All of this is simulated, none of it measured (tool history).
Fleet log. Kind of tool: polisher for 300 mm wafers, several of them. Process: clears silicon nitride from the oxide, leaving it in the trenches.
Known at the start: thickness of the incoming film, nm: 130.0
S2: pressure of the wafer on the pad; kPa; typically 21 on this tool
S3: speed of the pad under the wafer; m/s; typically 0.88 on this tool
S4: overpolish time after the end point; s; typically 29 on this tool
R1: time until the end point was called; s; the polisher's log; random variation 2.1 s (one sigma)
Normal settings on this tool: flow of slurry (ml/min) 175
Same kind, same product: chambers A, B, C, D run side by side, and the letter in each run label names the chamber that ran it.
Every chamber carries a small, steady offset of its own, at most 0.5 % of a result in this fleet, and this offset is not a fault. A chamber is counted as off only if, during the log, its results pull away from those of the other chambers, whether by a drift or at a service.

Run 1D, hour 8.3: usual settings. Result: R1 144.04 s.
At hour 18.7: chamber C: worn pad replaced by a new one.
Run 2A, hour 22.8: usual settings. Result: R1 143.2 s.
At hour 29.3: chamber D: worn pad replaced by a new one.
Run 3C, hour 30.4: usual settings. Result: R1 145.17 s.
Run 4B, hour 38.9: usual settings. Result: R1 146.03 s.
Run 5C, hour 53.1: usual settings. Result: R1 143.1 s.
At hour 62.3: chamber B: worn pad replaced by a new one.
Run 6D, hour 63.2: usual settings. Result: R1 146.98 s.
At hour 68: chamber D: slurry nozzle cleaned.
Run 7A, hour 72.6: usual settings. Result: R1 143.71 s.
Run 8B, hour 85.8: usual settings but flow of slurry (ml/min) 130. Result: R1 151.97 s.
Run 9D, hour 98.1: usual settings but flow of slurry (ml/min) 130. Result: R1 152.49 s.
Run 10C, hour 113.1: usual settings but flow of slurry (ml/min) 130. Result: R1 148.54 s.
At hour 116.1: chamber A: worn pad replaced by a new one.
Run 11A, hour 124.2: usual settings but flow of slurry (ml/min) 130. Result: R1 149.5 s.
At hour 136.3: chamber D: worn pad replaced by a new one.
Run 12B, hour 136.6: usual settings. Result: R1 142.23 s.
Run 13B, hour 150.5: usual settings. Result: R1 148.64 s.
At hour 153.2: chamber B: worn pad replaced by a new one.
Run 14C, hour 161.4: usual settings. Result: R1 142.97 s.
Run 15D, hour 174.5: usual settings. Result: R1 143.35 s.
Run 16A, hour 186.2: usual settings. Result: R1 143.64 s.
At hour 188.4: chamber D: head pressure recalibrated.
At hour 189.2: chamber C: worn pad replaced by a new one.
Run 17B, hour 197.1: usual settings. Result: R1 143.98 s.
Run 18A, hour 212: usual settings. Result: R1 143.91 s.
Run 19D, hour 220.5: usual settings. Result: R1 154.67 s.
Run 20C, hour 235.4: usual settings. Result: R1 144.55 s.
At hour 242.6: chamber D: worn pad replaced by a new one.
At hour 245.7: chamber B: worn pad replaced by a new one.
Run 21B, hour 248: usual settings. Result: R1 142.84 s.
Run 22D, hour 260.5: usual settings. Result: R1 156.58 s.
At hour 267.7: chamber C: slurry nozzle cleaned.
Run 23A, hour 267.9: usual settings. Result: R1 144.33 s.
Run 24C, hour 279.6: usual settings. Result: R1 143.65 s.
Run 25B, hour 290.8: usual settings. Result: R1 145.17 s.

Predict what each chamber gives when all 4 of them run the settings below next.
Run 26A, hour 302.1: usual settings but S3 1.02 m/s. Result: R1 ?.
Run 26B, hour 302.1: usual settings but S3 1.02 m/s. Result: R1 ?.
Run 26C, hour 302.1: usual settings but S3 1.02 m/s. Result: R1 ?.
Run 26D, hour 302.1: usual settings but S3 1.02 m/s. Result: R1 ?.

run      R1
26A  123.45
26B  123.34
26C  121.86
26D  131.66

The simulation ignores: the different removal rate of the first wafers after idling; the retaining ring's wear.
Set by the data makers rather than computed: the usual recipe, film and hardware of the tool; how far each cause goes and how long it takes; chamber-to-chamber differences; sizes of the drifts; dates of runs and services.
